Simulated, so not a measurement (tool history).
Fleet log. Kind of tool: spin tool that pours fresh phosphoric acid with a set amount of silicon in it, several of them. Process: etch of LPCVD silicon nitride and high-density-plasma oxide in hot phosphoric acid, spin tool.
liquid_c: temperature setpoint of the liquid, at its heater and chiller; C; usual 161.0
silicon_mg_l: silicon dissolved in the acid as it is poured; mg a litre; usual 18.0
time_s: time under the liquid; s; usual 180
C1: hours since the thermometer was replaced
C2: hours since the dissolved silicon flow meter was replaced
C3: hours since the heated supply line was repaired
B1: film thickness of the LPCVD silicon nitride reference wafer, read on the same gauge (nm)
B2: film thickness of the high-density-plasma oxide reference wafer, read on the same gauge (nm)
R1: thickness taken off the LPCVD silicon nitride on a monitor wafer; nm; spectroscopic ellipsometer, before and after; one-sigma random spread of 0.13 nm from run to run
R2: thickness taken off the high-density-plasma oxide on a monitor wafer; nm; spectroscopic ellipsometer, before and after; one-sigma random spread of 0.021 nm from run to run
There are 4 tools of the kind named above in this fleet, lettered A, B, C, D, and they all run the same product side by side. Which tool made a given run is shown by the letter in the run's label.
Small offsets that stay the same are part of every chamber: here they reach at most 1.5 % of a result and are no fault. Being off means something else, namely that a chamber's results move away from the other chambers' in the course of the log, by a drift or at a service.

run 1A hour=2.7 | liquid_c=161.0 silicon_mg_l=18.0 time_s=180 | C1=1551.4 C2=597.3 C3=737.5 | B1=29.947 B2=90.010 | R1=17.9210 R2=0.54616
run 2C hour=7.0 | liquid_c=161.0 silicon_mg_l=18.0 time_s=180 | C1=445.7 C2=1020.8 C3=1082.6 | B1=30.013 B2=90.003 | R1=18.2750 R2=0.55252
run 3B hour=12.4 | liquid_c=161.0 silicon_mg_l=18.0 time_s=180 | C1=2389.8 C2=1102.7 C3=832.2 | B1=29.993 B2=89.991 | R1=18.2270 R2=0.54454
run 4D hour=15.8 | liquid_c=161.0 silicon_mg_l=18.0 time_s=180 | C1=508.0 C2=970.4 C3=870.9 | B1=29.988 B2=89.989 | R1=18.6230 R2=0.53765
run 5D hour=19.1 | liquid_c=161.0 silicon_mg_l=18.0 time_s=180 | C1=511.3 C2=973.7 C3=874.2 | B1=29.999 B2=89.972 | R1=18.4160 R2=0.52779
run 6B hour=23.3 | liquid_c=161.0 silicon_mg_l=18.0 time_s=180 | C1=2400.7 C2=1113.6 C3=843.1 | B1=29.991 B2=90.024 | R1=18.2670 R2=0.54126
run 7A hour=28.4 | liquid_c=161.0 silicon_mg_l=18.0 time_s=180 | C1=1577.1 C2=623.0 C3=763.2 | B1=30.064 B2=89.996 | R1=18.0160 R2=0.53295
run 8C hour=33.9 | liquid_c=161.0 silicon_mg_l=18.0 time_s=180 | C1=472.6 C2=1047.7 C3=1109.5 | B1=30.020 B2=89.985 | R1=18.2360 R2=0.51882
run 9B hour=37.9 | liquid_c=161.0 silicon_mg_l=18.0 time_s=180 | C1=2415.3 C2=1128.2 C3=857.7 | B1=30.031 B2=89.989 | R1=18.1860 R2=0.56850
run 10A hour=43.2 | liquid_c=161.0 silicon_mg_l=25.5 time_s=180 | C1=1591.9 C2=637.8 C3=778.0 | B1=29.972 B2=89.998 | R1=17.9080 R2=0.40398
run 11C hour=46.3 | liquid_c=161.0 silicon_mg_l=25.5 time_s=180 | C1=485.0 C2=1060.1 C3=1121.9 | B1=29.956 B2=90.024 | R1=18.4530 R2=0.45102
run 12D hour=49.3 | liquid_c=161.0 silicon_mg_l=25.5 time_s=180 | C1=541.5 C2=1003.9 C3=904.4 | B1=29.996 B2=89.978 | R1=18.5920 R2=0.45201
run 13A hour=53.2 | liquid_c=161.0 silicon_mg_l=25.5 time_s=180 | C1=1601.9 C2=647.8 C3=788.0 | B1=29.999 B2=90.011 | R1=18.1150 R2=0.45741
run 14B hour=56.8 | liquid_c=161.0 silicon_mg_l=18.0 time_s=180 | C1=2434.2 C2=1147.1 C3=876.6 | B1=29.988 B2=89.954 | R1=18.0500 R2=0.57136
run 15D hour=59.8 | liquid_c=161.0 silicon_mg_l=18.0 time_s=180 | C1=552.0 C2=1014.4 C3=914.9 | B1=29.955 B2=90.019 | R1=18.6910 R2=0.56291
run 16C hour=63.5 | liquid_c=161.0 silicon_mg_l=18.0 time_s=180 | C1=502.2 C2=1077.3 C3=1139.1 | B1=30.000 B2=89.998 | R1=17.9420 R2=0.54983
run 17D hour=68.0 | liquid_c=161.0 silicon_mg_l=18.0 time_s=180 | C1=560.2 C2=1022.6 C3=923.1 | B1=30.018 B2=89.967 | R1=19.0850 R2=0.62264
run 18C hour=73.4 | liquid_c=161.0 silicon_mg_l=18.0 time_s=180 | C1=512.1 C2=1087.2 C3=1149.0 | B1=30.032 B2=89.980 | R1=18.4220 R2=0.53920
run 19A hour=76.4 | liquid_c=161.0 silicon_mg_l=18.0 time_s=180 | C1=1625.1 C2=671.0 C3=811.2 | B1=30.002 B2=89.977 | R1=18.0630 R2=0.52922
run 20B hour=81.5 | liquid_c=161.0 silicon_mg_l=18.0 time_s=220 | C1=2458.9 C2=1171.8 C3=901.3 | B1=29.971 B2=89.970 | R1=22.7100 R2=0.70836
run 21C hour=86.9 | liquid_c=161.0 silicon_mg_l=18.0 time_s=220 | C1=525.6 C2=1100.7 C3=1162.5 | B1=29.960 B2=89.983 | R1=22.6160 R2=0.64335
run 22B hour=90.1 | liquid_c=161.0 silicon_mg_l=18.0 time_s=220 | C1=2467.5 C2=1180.4 C3=909.9 | B1=29.944 B2=90.025 | R1=22.1770 R2=0.64714
run 23D hour=94.8 | liquid_c=161.0 silicon_mg_l=18.0 time_s=220 | C1=587.0 C2=1049.4 C3=949.9 | B1=29.997 B2=89.993 | R1=23.7250 R2=0.77774
run 24A hour=97.5 | liquid_c=161.0 silicon_mg_l=18.0 time_s=180 | C1=1646.2 C2=692.1 C3=832.3 | B1=30.016 B2=89.994 | R1=17.8910 R2=0.49541
run 25B hour=100.9 | liquid_c=161.0 silicon_mg_l=18.0 time_s=180 | C1=2478.3 C2=1191.2 C3=920.7 | B1=30.042 B2=90.019 | R1=18.3410 R2=0.54047
run 26C hour=104.4 | liquid_c=163.5 silicon_mg_l=18.0 time_s=180 | C1=543.1 C2=1118.2 C3=1180.0 | B1=29.989 B2=89.975 | R1=19.9700 R2=0.64677
run 27A hour=107.9 | liquid_c=163.5 silicon_mg_l=18.0 time_s=180 | C1=1656.6 C2=702.5 C3=842.7 | B1=29.997 B2=90.008 | R1=19.4340 R2=0.64530
run 28D hour=112.8 | liquid_c=163.5 silicon_mg_l=18.0 time_s=180 | C1=605.0 C2=1067.4 C3=967.9 | B1=29.985 B2=90.025 | R1=21.2990 R2=0.75741
run 29C hour=115.2 | liquid_c=163.5 silicon_mg_l=18.0 time_s=180 | C1=553.9 C2=1129.0 C3=1190.8 | B1=30.045 B2=90.015 | R1=19.7420 R2=0.67700
run 30D hour=119.5 | liquid_c=161.0 silicon_mg_l=18.0 time_s=180 | C1=611.7 C2=1074.1 C3=974.6 | B1=30.005 B2=89.977 | R1=19.5710 R2=0.64601

Decide between three cases: one chamber stands off from its peers, the gauge reading all wafers drifts, or nothing is wrong past each chamber's small offset. Where a chamber is off, say which and what most likely put it there.

One chamber, D, drifts off from the rest bit by bit.
Likeliest cause: liquid hotter than its thermometer reads (K) = 2.33.

Which of the 4 candidates below, each the usual settings with something changed and its results left as question marks, puts chamber D back in line with what the other chambers give on the usual settings?
A result is in line if it is within this distance of the other chambers' mean on the usual settings: R1 0.4600 nm; R2 0.07300 nm
run 31D-1 hour=123.5 | liquid_c=161.0 silicon_mg_l=15.0 time_s=195 | R1=? R2=?
run 31D-2 hour=123.5 | liquid_c=161.0 silicon_mg_l=19.0 time_s=175 | R1=? R2=?
run 31D-3 hour=123.5 | liquid_c=161.0 silicon_mg_l=21.0 time_s=165 | R1=? R2=?
run 31D-4 hour=123.5 | liquid_c=161.0 silicon_mg_l=17.0 time_s=185 | R1=? R2=?

On the usual settings, the other chambers give on average: R1 18.1730 nm; R2 0.54333 nm
run=31D-1 R1=21.4430 R2=0.75424
run=31D-2 R1=19.2440 R2=0.60919
run=31D-3 R1=18.1440 R2=0.54247
run=31D-4 R1=20.3430 R2=0.67978
The right change is 31D-3: it brings the chamber back within the allowed miss of the others.

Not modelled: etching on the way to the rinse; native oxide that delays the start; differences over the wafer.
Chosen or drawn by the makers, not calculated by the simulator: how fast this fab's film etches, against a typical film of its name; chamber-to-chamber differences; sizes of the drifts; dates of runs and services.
